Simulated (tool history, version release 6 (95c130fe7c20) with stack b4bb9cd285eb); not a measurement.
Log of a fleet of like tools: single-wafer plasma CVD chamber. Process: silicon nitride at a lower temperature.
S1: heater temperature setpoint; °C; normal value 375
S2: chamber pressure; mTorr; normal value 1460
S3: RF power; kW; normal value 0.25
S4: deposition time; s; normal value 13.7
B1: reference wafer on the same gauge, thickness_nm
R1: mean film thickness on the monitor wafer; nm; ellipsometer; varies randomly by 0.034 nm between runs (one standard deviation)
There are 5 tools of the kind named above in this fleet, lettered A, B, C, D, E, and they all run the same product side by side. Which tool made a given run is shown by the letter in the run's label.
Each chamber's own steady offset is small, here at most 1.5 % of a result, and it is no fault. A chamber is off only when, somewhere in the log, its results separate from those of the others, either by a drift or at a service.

run	day	S1	S2	S3	S4	B1	R1
1B	0.379	375	1460	0.25	13.7	14.491	13.637
2C	0.596	375	1460	0.25	13.7	14.497	13.698
3D	0.792	375	1460	0.25	13.7	14.513	13.771
4E	1.129	375	1460	0.25	13.7	14.497	13.892
5A	1.446	362	1460	0.25	15.4	14.501	15.563
6E	1.742	362	1460	0.25	15.4	14.504	15.733
7D	2.033	362	1460	0.25	15.4	14.496	15.576
8B	2.412	362	1460	0.25	15.4	14.509	15.525
9C	2.688	362	1460	0.25	15.4	14.501	15.445
10A	2.979	375	1330	0.25	13.7	14.491	13.408
11E	3.304	375	1330	0.25	13.7	14.498	13.517
12B	3.571	375	1330	0.25	13.7	14.494	13.311
13A	3.954	375	1330	0.25	13.7	14.507	13.4
14C	4.208	375	1330	0.25	13.7	14.499	13.334
15D	4.538	375	1460	0.25	13.7	14.5	13.794
# day 4.871: chamber C: capacitance manometer re-zeroed and calibrated
16C	4.892	375	1460	0.25	13.7	14.505	13.398
17D	5.2	375	1460	0.25	13.7	14.506	13.787
18B	5.433	375	1250	0.25	13.7	14.499	13.049
19A	5.662	375	1250	0.25	13.7	14.496	13.125
20E	6.008	375	1250	0.25	13.7	14.502	13.25
21B	6.242	375	1250	0.25	13.7	14.501	13.032
22A	6.454	375	1250	0.25	13.7	14.498	13.155
23D	6.825	375	1460	0.25	13.7	14.502	13.793
24C	7.054	375	1460	0.25	13.7	14.504	13.388
# day 7.2: chamber D: RF generator calibrated
25E	7.275	375	1460	0.25	13.7	14.505	13.931
26A	7.625	375	1460	0.25	13.7	14.508	13.787
27C	7.958	375	1460	0.25	13.7	14.495	13.457
# day 8.008: chamber B: thermocouple changed; heater temperature recalibrated
28E	8.246	375	1460	0.25	13.7	14.494	13.888
29B	8.617	375	1460	0.25	13.7	14.5	13.607
30D	8.85	375	1460	0.25	13.7	14.505	13.79
# day 8.975: chamber B: RF generator calibrated
31A	9.225	375	1460	0.25	13.7	14.5	13.75
32B	9.55	375	1460	0.25	13.7	14.495	13.641
33E	9.833	375	1460	0.25	13.7	14.495	13.893
34D	10.125	375	1460	0.25	13.7	14.498	13.743
35C	10.433	375	1460	0.25	13.7	14.495	13.417
36E	10.675	375	1460	0.25	13.7	14.494	13.871
37D	11.062	375	1460	0.25	16.1	14.5	16.256
38A	11.379	375	1460	0.25	16.1	14.492	16.217
39C	11.696	375	1460	0.25	16.1	14.502	15.702
# day 11.788: chamber E: thermocouple changed; heater temperature recalibrated
40B	11.879	375	1460	0.25	16.1	14.493	16.067
41E	12.167	375	1460	0.25	16.1	14.502	16.358
42C	12.446	375	1460	0.25	13.7	14.501	13.438
43A	12.758	375	1460	0.295	14.7	14.509	16.573

All chambers now run identical settings, listed one chamber a line with results as question marks. What results will each chamber show?
44A	13.038	375	1460	0.25	13.7		?
44B	13.038	375	1460	0.25	13.7		?
44C	13.038	375	1460	0.25	13.7		?
44D	13.038	375	1460	0.25	13.7		?
44E	13.038	375	1460	0.25	13.7		?

run	R1
44A	13.775
44B	13.608
44C	13.387
44D	13.804
44E	13.888
